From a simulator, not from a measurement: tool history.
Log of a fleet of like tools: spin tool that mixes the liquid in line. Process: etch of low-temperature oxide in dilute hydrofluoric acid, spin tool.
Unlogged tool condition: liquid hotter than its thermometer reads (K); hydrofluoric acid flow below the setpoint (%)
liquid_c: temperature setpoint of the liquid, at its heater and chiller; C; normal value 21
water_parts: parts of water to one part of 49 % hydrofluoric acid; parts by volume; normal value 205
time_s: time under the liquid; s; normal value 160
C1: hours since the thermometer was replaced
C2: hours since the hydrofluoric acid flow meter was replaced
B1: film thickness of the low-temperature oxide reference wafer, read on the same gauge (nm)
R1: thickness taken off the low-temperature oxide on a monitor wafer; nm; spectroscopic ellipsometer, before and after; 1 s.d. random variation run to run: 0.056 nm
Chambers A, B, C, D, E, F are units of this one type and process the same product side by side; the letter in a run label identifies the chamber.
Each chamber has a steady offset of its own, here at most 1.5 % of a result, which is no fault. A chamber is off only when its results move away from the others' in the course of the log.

run 1B day=0.312 | liquid_c=21 water_parts=205 time_s=160 | C1=106.7 C2=586 | B1=69.997 | R1=6.9631
run 2C day=0.558 | liquid_c=21 water_parts=205 time_s=160 | C1=762.6 C2=205 | B1=70.013 | R1=6.822
run 3A day=0.879 | liquid_c=21 water_parts=205 time_s=160 | C1=181.6 C2=2065.5 | B1=69.992 | R1=6.8762
run 4E day=1.275 | liquid_c=21 water_parts=205 time_s=160 | C1=1690.7 C2=868.2 | B1=70.013 | R1=6.8921
run 5F day=1.662 | liquid_c=21 water_parts=205 time_s=160 | C1=561.6 C2=496.3 | B1=69.991 | R1=6.8812
-- day=1.679 chamber C: thermometer replaced
-- day=1.842 chamber D: hydrofluoric acid flow meter replaced
run 6D day=1.854 | liquid_c=21 water_parts=205 time_s=160 | C1=2715.1 C2=0.4 | B1=70.001 | R1=6.8063
run 7D day=2.267 | liquid_c=21 water_parts=205 time_s=160 | C1=2725 C2=10.3 | B1=69.978 | R1=6.81
-- day=2.446 chamber A: hydrofluoric acid flow meter replaced
run 8A day=2.638 | liquid_c=21 water_parts=205 time_s=160 | C1=223.8 C2=4.6 | B1=70.032 | R1=6.9022
run 9C day=2.95 | liquid_c=23 water_parts=125 time_s=160 | C1=30.5 C2=262.4 | B1=69.99 | R1=13.232
run 10B day=3.171 | liquid_c=23 water_parts=125 time_s=160 | C1=175.3 C2=654.6 | B1=69.995 | R1=13.278
run 11F day=3.383 | liquid_c=23 water_parts=125 time_s=160 | C1=602.9 C2=537.6 | B1=70.016 | R1=13.071
run 12E day=3.667 | liquid_c=23 water_parts=125 time_s=160 | C1=1748.1 C2=925.6 | B1=69.966 | R1=12.887
run 13C day=4.021 | liquid_c=23 water_parts=125 time_s=160 | C1=56.2 C2=288.1 | B1=70.004 | R1=13.053
-- day=4.221 chamber D: thermometer replaced
run 14E day=4.292 | liquid_c=23 water_parts=125 time_s=160 | C1=1763.1 C2=940.6 | B1=69.959 | R1=13.143
run 15D day=4.492 | liquid_c=21 water_parts=205 time_s=160 | C1=6.6 C2=63.7 | B1=69.984 | R1=6.7384
run 16A day=4.762 | liquid_c=21 water_parts=205 time_s=160 | C1=274.8 C2=55.6 | B1=69.965 | R1=6.882
-- day=4.775 chamber F: hydrofluoric acid flow meter replaced
run 17F day=5.092 | liquid_c=21 water_parts=205 time_s=160 | C1=643.9 C2=7.6 | B1=70.001 | R1=6.9773
run 18B day=5.492 | liquid_c=21 water_parts=205 time_s=160 | C1=231 C2=710.3 | B1=70.017 | R1=6.7245
run 19A day=5.854 | liquid_c=21 water_parts=205 time_s=160 | C1=301 C2=81.8 | B1=70.018 | R1=6.8365
run 20E day=6.138 | liquid_c=21 water_parts=205 time_s=160 | C1=1807.4 C2=984.9 | B1=70.004 | R1=6.8303
run 21C day=6.462 | liquid_c=21 water_parts=285 time_s=160 | C1=114.8 C2=346.7 | B1=70.025 | R1=4.6086
run 22F day=6.729 | liquid_c=21 water_parts=285 time_s=160 | C1=683.2 C2=46.9 | B1=70 | R1=4.6595
run 23B day=6.996 | liquid_c=21 water_parts=285 time_s=160 | C1=267.1 C2=746.4 | B1=70.016 | R1=4.4398
run 24D day=7.304 | liquid_c=21 water_parts=285 time_s=160 | C1=74.1 C2=131.2 | B1=69.975 | R1=4.5189
run 25B day=7.612 | liquid_c=21 water_parts=285 time_s=160 | C1=281.9 C2=761.2 | B1=70.016 | R1=4.4667
run 26D day=7.846 | liquid_c=21 water_parts=285 time_s=160 | C1=87.1 C2=144.2 | B1=70.006 | R1=4.524
-- day=8.083 chamber E: hydrofluoric acid flow meter replaced
run 27F day=8.229 | liquid_c=21 water_parts=205 time_s=160 | C1=719.2 C2=82.9 | B1=70.002 | R1=6.9897
run 28C day=8.533 | liquid_c=21 water_parts=205 time_s=160 | C1=164.5 C2=396.4 | B1=69.99 | R1=6.9529
run 29A day=8.783 | liquid_c=21 water_parts=205 time_s=160 | C1=371.3 C2=152.1 | B1=70.021 | R1=6.8885
run 30E day=9.067 | liquid_c=21 water_parts=205 time_s=160 | C1=1877.7 C2=23.7 | B1=69.994 | R1=6.8496
run 31A day=9.35 | liquid_c=21 water_parts=205 time_s=160 | C1=384.9 C2=165.7 | B1=70.022 | R1=6.7852
run 32C day=9.638 | liquid_c=21 water_parts=245 time_s=160 | C1=191 C2=422.9 | B1=70.009 | R1=5.5858
run 33D day=10.05 | liquid_c=21 water_parts=245 time_s=160 | C1=140 C2=197.1 | B1=69.994 | R1=5.3809
run 34B day=10.333 | liquid_c=21 water_parts=245 time_s=160 | C1=347.2 C2=826.5 | B1=70.01 | R1=5.2993
run 35E day=10.604 | liquid_c=21 water_parts=245 time_s=160 | C1=1914.6 C2=60.6 | B1=69.994 | R1=5.4868
run 36F day=10.979 | liquid_c=21 water_parts=245 time_s=160 | C1=785.2 C2=148.9 | B1=69.986 | R1=5.4945
run 37F day=11.225 | liquid_c=21 water_parts=245 time_s=160 | C1=791.1 C2=154.8 | B1=69.984 | R1=5.5671
run 38A day=11.429 | liquid_c=21 water_parts=205 time_s=160 | C1=434.8 C2=215.6 | B1=69.989 | R1=6.8208
run 39C day=11.85 | liquid_c=21 water_parts=205 time_s=160 | C1=244.1 C2=476 | B1=69.988 | R1=6.9173
run 40D day=12.2 | liquid_c=21 water_parts=115 time_s=190 | C1=191.6 C2=248.7 | B1=70.007 | R1=15.735
run 41B day=12.554 | liquid_c=21 water_parts=115 time_s=190 | C1=400.5 C2=879.8 | B1=69.99 | R1=14.718

For the next run the whole fleet of 6 chambers uses the same settings. Give each chamber's results:
run 42A day=12.867 | liquid_c=21 water_parts=205 time_s=160 | R1=?
run 42B day=12.867 | liquid_c=21 water_parts=205 time_s=160 | R1=?
run 42C day=12.867 | liquid_c=21 water_parts=205 time_s=160 | R1=?
run 42D day=12.867 | liquid_c=21 water_parts=205 time_s=160 | R1=?
run 42E day=12.867 | liquid_c=21 water_parts=205 time_s=160 | R1=?
run 42F day=12.867 | liquid_c=21 water_parts=205 time_s=160 | R1=?

run=42A R1=6.7909
run=42B R1=6.4606
run=42C R1=6.8247
run=42D R1=6.7147
run=42E R1=6.8535
run=42F R1=6.8469
